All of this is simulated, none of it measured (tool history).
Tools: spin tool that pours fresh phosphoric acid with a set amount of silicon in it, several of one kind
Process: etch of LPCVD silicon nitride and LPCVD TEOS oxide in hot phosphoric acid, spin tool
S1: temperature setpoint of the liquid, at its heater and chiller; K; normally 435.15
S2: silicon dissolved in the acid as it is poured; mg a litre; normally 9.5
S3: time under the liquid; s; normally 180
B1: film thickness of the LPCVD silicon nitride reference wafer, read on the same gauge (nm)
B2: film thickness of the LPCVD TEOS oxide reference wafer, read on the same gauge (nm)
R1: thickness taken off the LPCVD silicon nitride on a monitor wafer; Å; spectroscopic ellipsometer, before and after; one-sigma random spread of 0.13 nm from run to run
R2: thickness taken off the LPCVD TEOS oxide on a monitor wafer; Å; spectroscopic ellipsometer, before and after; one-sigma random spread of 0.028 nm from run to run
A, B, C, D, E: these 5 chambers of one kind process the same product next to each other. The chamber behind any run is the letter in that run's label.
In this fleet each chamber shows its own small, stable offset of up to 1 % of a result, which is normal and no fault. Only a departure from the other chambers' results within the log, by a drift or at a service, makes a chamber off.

Run 1C, day 0.462: usual settings; B1 140.00; B2 29.977. Result: R1 154.02 Å, R2 4.4246 Å.
Run 2E, day 0.842: usual settings; B1 139.98; B2 29.995. Result: R1 155.57 Å, R2 4.8245 Å.
Run 3A, day 1.233: usual settings; B1 140.03; B2 29.996. Result: R1 152.64 Å, R2 4.9517 Å.
Run 4D, day 1.729: usual settings; B1 140.01; B2 30.016. Result: R1 153.88 Å, R2 4.5060 Å.
At day 2.162: chamber E: heated supply line repaired.
Run 5B, day 2.362: usual settings; B1 140.02; B2 29.991. Result: R1 152.78 Å, R2 4.8251 Å.
Run 6B, day 2.971: usual settings but S1 437.65 K; B1 139.98; B2 30.009. Result: R1 167.50 Å, R2 5.8134 Å.
Run 7A, day 3.292: usual settings but S1 437.65 K; B1 140.01; B2 30.000. Result: R1 167.59 Å, R2 5.2852 Å.
At day 3.754: chamber C: heated supply line repaired.
Run 8C, day 3.838: usual settings but S1 437.65 K; B1 139.99; B2 30.004. Result: R1 164.34 Å, R2 5.9097 Å.
Run 9D, day 4.483: usual settings but S1 437.65 K; B1 140.01; B2 30.007. Result: R1 166.92 Å, R2 4.8297 Å.
Run 10E, day 4.929: usual settings but S1 437.65 K; B1 140.00; B2 30.004. Result: R1 169.32 Å, R2 5.3832 Å.
Run 11A, day 5.517: usual settings; B1 139.99; B2 30.003. Result: R1 153.18 Å, R2 4.5331 Å.
Run 12B, day 5.946: usual settings; B1 139.99; B2 30.004. Result: R1 151.85 Å, R2 4.3151 Å.
Run 13E, day 6.333: usual settings but S1 434.15 K; B1 140.01; B2 30.000. Result: R1 151.34 Å, R2 4.2084 Å.
Run 14D, day 6.817: usual settings but S1 434.15 K; B1 140.01; B2 30.000. Result: R1 149.41 Å, R2 4.5427 Å.
Run 15C, day 7.458: usual settings but S1 434.15 K; B1 139.98; B2 30.009. Result: R1 149.48 Å, R2 4.8039 Å.
Run 16B, day 7.929: usual settings but S1 434.15 K; B1 140.00; B2 30.021. Result: R1 152.11 Å, R2 4.3580 Å.
Run 17D, day 8.575: usual settings but S1 434.15 K; B1 139.98; B2 30.008. Result: R1 144.49 Å, R2 4.2872 Å.
Run 18E, day 8.917: usual settings; B1 140.00; B2 30.024. Result: R1 155.34 Å, R2 4.4348 Å.
Run 19C, day 9.338: usual settings; B1 140.00; B2 30.006. Result: R1 152.22 Å, R2 4.6572 Å.
Run 20A, day 9.833: usual settings; B1 140.00; B2 30.015. Result: R1 153.35 Å, R2 4.1581 Å.
Run 21C, day 10.508: usual settings; B1 140.02; B2 29.984. Result: R1 153.58 Å, R2 4.7379 Å.
Run 22E, day 11.062: usual settings; B1 140.03; B2 29.996. Result: R1 153.69 Å, R2 4.2080 Å.
Run 23D, day 11.717: usual settings; B1 140.01; B2 30.017. Result: R1 151.71 Å, R2 3.8889 Å.
Run 24B, day 12.046: usual settings but S1 438.15 K, S2 16.0 mg a litre; B1 140.01; B2 29.987. Result: R1 169.67 Å, R2 4.6186 Å.
Run 25A, day 12.496: usual settings but S1 438.15 K, S2 16.0 mg a litre; B1 140.00; B2 29.991. Result: R1 166.82 Å, R2 4.4970 Å.
Run 26E, day 12.954: usual settings but S1 438.15 K, S2 16.0 mg a litre; B1 140.00; B2 30.013. Result: R1 169.27 Å, R2 4.4181 Å.
Run 27A, day 13.475: usual settings but S1 438.15 K, S2 16.0 mg a litre; B1 139.99; B2 30.013. Result: R1 170.50 Å, R2 4.2666 Å.
Run 28D, day 14.108: usual settings but S1 438.15 K, S2 16.0 mg a litre; B1 140.03; B2 29.989. Result: R1 163.93 Å, R2 4.7031 Å.
Run 29C, day 14.667: usual settings; B1 139.97; B2 29.982. Result: R1 154.26 Å, R2 4.2110 Å.
Run 30B, day 15.275: usual settings; B1 140.02; B2 30.002. Result: R1 155.44 Å, R2 4.0335 Å.
Run 31D, day 15.800: usual settings; B1 139.98; B2 29.999. Result: R1 147.78 Å, R2 4.2705 Å.
At day 16.125: chamber B: heated supply line repaired.
Run 32B, day 16.150: usual settings but S2 3.5 mg a litre; B1 139.99; B2 29.994. Result: R1 155.98 Å, R2 5.6573 Å.
Run 33E, day 16.738: usual settings but S2 3.5 mg a litre; B1 139.99; B2 30.004. Result: R1 155.27 Å, R2 5.0642 Å.

One chamber off, gauge drift, or nothing amiss beyond the chambers' own small offsets? If it is a chamber, which one, and what is the likeliest cause?

One chamber, D, drifts off from the rest bit by bit.
Most likely cause: liquid colder than its thermometer reads (K) = 1.64.
Not necessarily distinguishable in this log from: temperature lost on the way to the wafer (K).

Chamber D could run next with any of the 4 candidate recipes listed below; each alters the usual settings, and their results appear as question marks. Which one brings its results back in line with what the other chambers deliver on the usual settings?
Maximum distance from the other chambers' mean on the usual settings for a result to count as in line: R1 4.50 Å; R2 0.9700 Å
Run 34D-1, day 17.233: usual settings but S1 434.65 K, S2 11.5 mg a litre, S3 175 s. Result: R1 ?, R2 ?.
Run 34D-2, day 17.233: usual settings but S1 435.65 K, S2 7.5 mg a litre, S3 185 s. Result: R1 ?, R2 ?.
Run 34D-3, day 17.233: usual settings but S1 433.65 K, S2 13.5 mg a litre, S3 170 s. Result: R1 ?, R2 ?.
Run 34D-4, day 17.233: usual settings but S1 436.65 K, S2 5.5 mg a litre, S3 190 s. Result: R1 ?, R2 ?.

Other chambers, usual settings, mean: R1 154.11 Å; R2 4.4802 Å
  run      R1      R2
34D-1  139.13  3.3758
34D-2  152.15  4.1993
34D-3  130.63  2.8953
34D-4  161.62  4.8512
Change 34D-2 lands the chamber within the allowed miss of the other chambers.
